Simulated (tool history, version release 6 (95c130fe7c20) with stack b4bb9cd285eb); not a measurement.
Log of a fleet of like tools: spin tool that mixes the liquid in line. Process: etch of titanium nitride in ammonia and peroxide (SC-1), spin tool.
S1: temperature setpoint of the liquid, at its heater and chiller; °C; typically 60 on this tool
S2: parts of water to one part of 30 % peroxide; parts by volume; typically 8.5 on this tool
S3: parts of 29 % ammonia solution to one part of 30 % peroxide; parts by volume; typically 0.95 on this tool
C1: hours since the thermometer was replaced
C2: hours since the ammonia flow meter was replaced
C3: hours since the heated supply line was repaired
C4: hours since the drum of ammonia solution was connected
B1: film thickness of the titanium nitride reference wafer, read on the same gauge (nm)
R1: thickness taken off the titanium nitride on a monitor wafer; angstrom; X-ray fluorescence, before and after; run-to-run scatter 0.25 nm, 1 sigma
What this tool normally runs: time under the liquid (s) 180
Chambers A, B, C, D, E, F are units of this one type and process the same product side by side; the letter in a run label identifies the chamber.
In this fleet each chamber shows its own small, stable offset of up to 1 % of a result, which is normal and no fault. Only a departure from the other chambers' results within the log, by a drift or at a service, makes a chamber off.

-- hour=7 chamber C: ammonia flow meter replaced
run 1B hour=10.4 | S1=60 S2=8.5 S3=0.95 time_under_the_liquid_(s)=180 | C1=1421.5 C2=693.6 C3=600.5 C4=136.4 | B1=39.99 | R1=481.88
-- hour=17.4 chamber D: ammonia flow meter replaced
-- hour=20.4 chamber A: heated supply line repaired
run 2F hour=21.9 | S1=60 S2=8.5 S3=0.95 time_under_the_liquid_(s)=180 | C1=2479 C2=1186.1 C3=2137.3 C4=97 | B1=40.004 | R1=478.63
-- hour=24.7 chamber F: ammonia flow meter replaced
run 3A hour=29.2 | S1=60 S2=8.5 S3=0.95 time_under_the_liquid_(s)=180 | C1=522.7 C2=325.3 C3=8.9 C4=131 | B1=39.985 | R1=485.18
run 4C hour=39.1 | S1=60 S2=8.5 S3=0.95 time_under_the_liquid_(s)=180 | C1=1097.9 C2=32.1 C3=81.5 C4=145.2 | B1=40.011 | R1=477.37
run 5E hour=46.6 | S1=60 S2=11 S3=0.95 time_under_the_liquid_(s)=230 | C1=386.4 C2=1244.2 C3=3097.6 C4=345.7 | B1=40.002 | R1=532.85
run 6D hour=54.9 | S1=60 S2=11 S3=0.95 time_under_the_liquid_(s)=230 | C1=594.9 C2=37.5 C3=1952.6 C4=624.7 | B1=39.98 | R1=545.97
-- hour=56.8 chamber B: thermometer replaced
run 7F hour=63.4 | S1=60 S2=11 S3=0.95 time_under_the_liquid_(s)=230 | C1=2520.5 C2=38.7 C3=2178.8 C4=138.5 | B1=39.987 | R1=542.75
run 8D hour=70.7 | S1=60 S2=11 S3=0.95 time_under_the_liquid_(s)=230 | C1=610.7 C2=53.3 C3=1968.4 C4=640.5 | B1=40.009 | R1=541.83
run 9C hour=77.1 | S1=60 S2=11 S3=0.95 time_under_the_liquid_(s)=230 | C1=1135.9 C2=70.1 C3=119.5 C4=183.2 | B1=40.013 | R1=541.71
run 10E hour=83.4 | S1=60 S2=11 S3=0.95 time_under_the_liquid_(s)=230 | C1=423.2 C2=1281 C3=3134.4 C4=382.5 | B1=39.989 | R1=532.92
run 11B hour=88.8 | S1=60 S2=8.5 S3=0.95 time_under_the_liquid_(s)=180 | C1=32.1 C2=772 C3=678.9 C4=214.8 | B1=40.028 | R1=487.99
run 12A hour=95.9 | S1=60 S2=8.5 S3=0.95 time_under_the_liquid_(s)=180 | C1=589.4 C2=392 C3=75.6 C4=197.7 | B1=39.979 | R1=479.13
run 13E hour=107.2 | S1=60 S2=10.5 S3=0.95 time_under_the_liquid_(s)=105 | C1=447 C2=1304.8 C3=3158.2 C4=406.3 | B1=40.012 | R1=250.06
run 14D hour=115.1 | S1=60 S2=10.5 S3=0.95 time_under_the_liquid_(s)=105 | C1=655.1 C2=97.7 C3=2012.8 C4=684.9 | B1=40.02 | R1=250.93
run 15B hour=121.5 | S1=60 S2=10.5 S3=0.95 time_under_the_liquid_(s)=105 | C1=64.8 C2=804.7 C3=711.6 C4=247.5 | B1=40.035 | R1=251.49
run 16F hour=130.7 | S1=60 S2=10.5 S3=0.95 time_under_the_liquid_(s)=105 | C1=2587.8 C2=106 C3=2246.1 C4=205.8 | B1=40.013 | R1=253.68
-- hour=135.6 chamber C: new drum of ammonia solution connected
run 17C hour=136.1 | S1=60 S2=10.5 S3=0.95 time_under_the_liquid_(s)=105 | C1=1194.9 C2=129.1 C3=178.5 C4=0.5 | B1=39.975 | R1=250.6
run 18A hour=147.1 | S1=60 S2=10.5 S3=0.95 time_under_the_liquid_(s)=105 | C1=640.6 C2=443.2 C3=126.8 C4=248.9 | B1=39.97 | R1=255.44
run 19A hour=154.2 | S1=60 S2=8.5 S3=0.95 time_under_the_liquid_(s)=180 | C1=647.7 C2=450.3 C3=133.9 C4=256 | B1=39.985 | R1=484.66
run 20B hour=162.2 | S1=60 S2=8.5 S3=0.95 time_under_the_liquid_(s)=180 | C1=105.5 C2=845.4 C3=752.3 C4=288.2 | B1=40.012 | R1=481.97
run 21C hour=171.7 | S1=60 S2=8.5 S3=0.95 time_under_the_liquid_(s)=180 | C1=1230.5 C2=164.7 C3=214.1 C4=36.1 | B1=39.986 | R1=476.98
run 22E hour=178.6 | S1=60 S2=8.5 S3=0.95 time_under_the_liquid_(s)=180 | C1=518.4 C2=1376.2 C3=3229.6 C4=477.7 | B1=40.004 | R1=479.11
run 23D hour=187.3 | S1=60 S2=8.5 S3=0.95 time_under_the_liquid_(s)=180 | C1=727.3 C2=169.9 C3=2085 C4=757.1 | B1=39.996 | R1=473.45
-- hour=189.8 chamber D: new drum of ammonia solution connected
run 24F hour=196.5 | S1=60 S2=8.5 S3=0.95 time_under_the_liquid_(s)=180 | C1=2653.6 C2=171.8 C3=2311.9 C4=271.6 | B1=39.985 | R1=481.92
run 25A hour=205.7 | S1=60 S2=8.5 S3=0.95 time_under_the_liquid_(s)=180 | C1=699.2 C2=501.8 C3=185.4 C4=307.5 | B1=39.973 | R1=485.3
-- hour=207 chamber F: new drum of ammonia solution connected
-- hour=214.3 chamber E: new drum of ammonia solution connected
-- hour=216.1 chamber F: heated supply line repaired
run 26D hour=217.4 | S1=60 S2=8.5 S3=0.95 time_under_the_liquid_(s)=180 | C1=757.4 C2=200 C3=2115.1 C4=27.6 | B1=39.99 | R1=469.88
run 27F hour=227.5 | S1=60 S2=8.5 S3=0.95 time_under_the_liquid_(s)=180 | C1=2684.6 C2=202.8 C3=11.5 C4=20.5 | B1=40.053 | R1=480.72
run 28B hour=237.3 | S1=60 S2=8.5 S3=0.95 time_under_the_liquid_(s)=180 | C1=180.6 C2=920.5 C3=827.4 C4=363.3 | B1=40.023 | R1=483.19
-- hour=241.9 chamber F: thermometer replaced
run 29C hour=248.1 | S1=60 S2=8.5 S3=0.95 time_under_the_liquid_(s)=180 | C1=1306.9 C2=241.1 C3=290.5 C4=112.5 | B1=40.005 | R1=477.04
run 30E hour=259.1 | S1=56 S2=5 S3=0.95 time_under_the_liquid_(s)=180 | C1=598.9 C2=1456.7 C3=3310.1 C4=44.8 | B1=40.006 | R1=470.21
run 31A hour=269.5 | S1=56 S2=5 S3=0.95 time_under_the_liquid_(s)=180 | C1=763 C2=565.6 C3=249.2 C4=371.3 | B1=40.032 | R1=469.07
run 32F hour=279.3 | S1=56 S2=5 S3=0.95 time_under_the_liquid_(s)=180 | C1=37.5 C2=254.6 C3=63.3 C4=72.3 | B1=40.029 | R1=471.67
run 33D hour=289.5 | S1=56 S2=5 S3=0.95 time_under_the_liquid_(s)=180 | C1=829.5 C2=272.1 C3=2187.2 C4=99.7 | B1=39.995 | R1=452.4
run 34B hour=301 | S1=56 S2=5 S3=0.95 time_under_the_liquid_(s)=180 | C1=244.3 C2=984.2 C3=891.1 C4=427 | B1=40.016 | R1=471.39
run 35C hour=306.8 | S1=56 S2=5 S3=0.95 time_under_the_liquid_(s)=180 | C1=1365.6 C2=299.8 C3=349.2 C4=171.2 | B1=39.989 | R1=474.2
run 36E hour=314.9 | S1=60 S2=8.5 S3=0.95 time_under_the_liquid_(s)=180 | C1=654.7 C2=1512.5 C3=3365.9 C4=100.6 | B1=40.005 | R1=476.71
run 37F hour=322.9 | S1=60 S2=8.5 S3=0.95 time_under_the_liquid_(s)=180 | C1=81.1 C2=298.2 C3=106.9 C4=115.9 | B1=40.005 | R1=482.25
run 38D hour=332.9 | S1=63.5 S2=8.5 S3=0.95 time_under_the_liquid_(s)=260 | C1=872.9 C2=315.5 C3=2230.6 C4=143.1 | B1=40.029 | R1=826.17
run 39B hour=344.2 | S1=63.5 S2=8.5 S3=0.95 time_under_the_liquid_(s)=260 | C1=287.5 C2=1027.4 C3=934.3 C4=470.2 | B1=40.01 | R1=883.33
run 40A hour=352 | S1=63.5 S2=8.5 S3=0.95 time_under_the_liquid_(s)=260 | C1=845.5 C2=648.1 C3=331.7 C4=453.8 | B1=39.967 | R1=871.21
run 41E hour=362.5 | S1=63.5 S2=8.5 S3=0.95 time_under_the_liquid_(s)=260 | C1=702.3 C2=1560.1 C3=3413.5 C4=148.2 | B1=39.973 | R1=863.75
-- hour=367.1 chamber C: new drum of ammonia solution connected
run 42C hour=373 | S1=63.5 S2=8.5 S3=0.95 time_under_the_liquid_(s)=260 | C1=1431.8 C2=366 C3=415.4 C4=6 | B1=40.012 | R1=875.91

Next, all 6 chambers run the settings below, one line each with question marks for the results. What does each chamber give?
run 43A hour=381.9 | S1=60 S2=8.5 S3=0.95 time_under_the_liquid_(s)=130 | R1=?
run 43B hour=381.9 | S1=60 S2=8.5 S3=0.95 time_under_the_liquid_(s)=130 | R1=?
run 43C hour=381.9 | S1=60 S2=8.5 S3=0.95 time_under_the_liquid_(s)=130 | R1=?
run 43D hour=381.9 | S1=60 S2=8.5 S3=0.95 time_under_the_liquid_(s)=130 | R1=?
run 43E hour=381.9 | S1=60 S2=8.5 S3=0.95 time_under_the_liquid_(s)=130 | R1=?
run 43F hour=381.9 | S1=60 S2=8.5 S3=0.95 time_under_the_liquid_(s)=130 | R1=?

run=43A R1=348.14
run=43B R1=345.85
run=43C R1=344.35
run=43D R1=327.07
run=43E R1=344.82
run=43F R1=350.37

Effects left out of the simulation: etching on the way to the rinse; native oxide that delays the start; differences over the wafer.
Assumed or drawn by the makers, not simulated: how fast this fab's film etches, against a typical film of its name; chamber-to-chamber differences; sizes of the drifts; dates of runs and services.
